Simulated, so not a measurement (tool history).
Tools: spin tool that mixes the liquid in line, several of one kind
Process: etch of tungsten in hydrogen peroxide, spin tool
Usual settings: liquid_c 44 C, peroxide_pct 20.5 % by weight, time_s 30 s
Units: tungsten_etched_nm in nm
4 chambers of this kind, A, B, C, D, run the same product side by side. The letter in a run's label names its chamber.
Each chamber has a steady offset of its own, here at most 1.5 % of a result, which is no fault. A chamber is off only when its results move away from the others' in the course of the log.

run	day	liquid_c	peroxide_pct	time_s	read-back film thickness of the tungsten reference wafer, read on the same gauge (nm)	tungsten_etched_nm
1A	0.304	44	20.5	30	140.02	59.545
2D	0.733	44	20.5	30	139.98	58.566
3C	1.329	44	20.5	30	140	59.157
4B	1.788	44	20.5	30	139.99	59.638
# day 2.204: chamber D: new drum of peroxide connected
5B	2.417	44	20.5	30	140	59.212
# day 2.683: chamber A: thermometer replaced
6A	2.871	44	20.5	30	140.01	58.978
7C	3.25	44	20.5	30	140	59.51
8D	3.646	44	18.5	50	140	92.218
9B	4.283	44	18.5	50	140.04	94.469
10C	4.612	44	18.5	50	139.99	92.458
11A	5.146	44	18.5	50	140.02	92.801
12D	5.583	44	20.5	30	140.01	58.528
13C	5.883	44	20.5	30	140.02	58.88
14D	6.45	35.5	15	30	140	28.422
15A	6.746	35.5	15	30	140.02	29.121
16B	7.338	35.5	15	30	139.99	30.483
17C	7.929	35.5	15	30	139.99	29.187
# day 8.279: chamber C: peroxide flow meter replaced
18D	8.496	44	20.5	30	140.01	58.445
19A	9.062	44	20.5	30	140	59.248
# day 9.138: chamber B: heated supply line repaired
20B	9.425	44	20.5	30	139.98	62.012
21C	9.929	44	20.5	45	140.02	88.845
22A	10.579	44	20.5	45	140.02	88.198
23B	11.025	44	20.5	45	139.98	92.279
24D	11.508	44	20.5	45	140.01	87.229
25C	11.929	41	20.5	30	140.01	48.426
26D	12.25	41	20.5	30	140.02	48.149
27B	12.542	41	20.5	30	140.01	51.512
28A	13.033	41	20.5	30	140.01	48.586
29A	13.5	44	20.5	30	139.97	58.586
30D	13.921	49.5	20.5	35	140	97.172
31B	14.504	49.5	20.5	35	139.99	102.99
32C	15.058	49.5	20.5	35	139.99	97.122
# day 15.079: chamber B: peroxide flow meter replaced
33C	15.642	49.5	20.5	35	140.02	95.777
34B	16.258	44	20.5	30	139.99	63.511
35D	16.733	44	20.5	30	140	58.601
36A	17.15	44	20.5	30	139.99	58.71
37B	17.638	44	18.5	30	140	60.904
38A	17.917	44	18.5	30	139.99	55.737
39C	18.212	44	18.5	30	140.02	55.734
40D	18.533	44	18.5	30	139.98	55.398
41A	19.133	44	20.5	30	140	58.121

Is one chamber off against the others, does the gauge drift, or is nothing wrong? If a chamber is off, say which, and what the likeliest cause is.

Chamber B drifts away from the others.
Cause: liquid hotter than its thermometer reads (K) = 1.26.

Here are 4 candidates for chamber B's next run, each the usual settings with a change, their results left as question marks. Which one brings its results back in line with what the others give on the usual settings?
In line means no further than this from the other chambers' mean on the usual settings: tungsten_etched_nm 1.4 nm
42B-1	19.6	44	22.5	30		?
42B-2	19.6	45.5	20.5	30		?
42B-3	19.6	44	17	30		?
42B-4	19.6	44	18.5	30		?

The other chambers' mean on the usual settings: tungsten_etched_nm 58.719 nm
run	tungsten_etched_nm
42B-1	67.473
42B-2	70.643
42B-3	58.594
42B-4	61.145
42B-3 brings the chamber back in line.
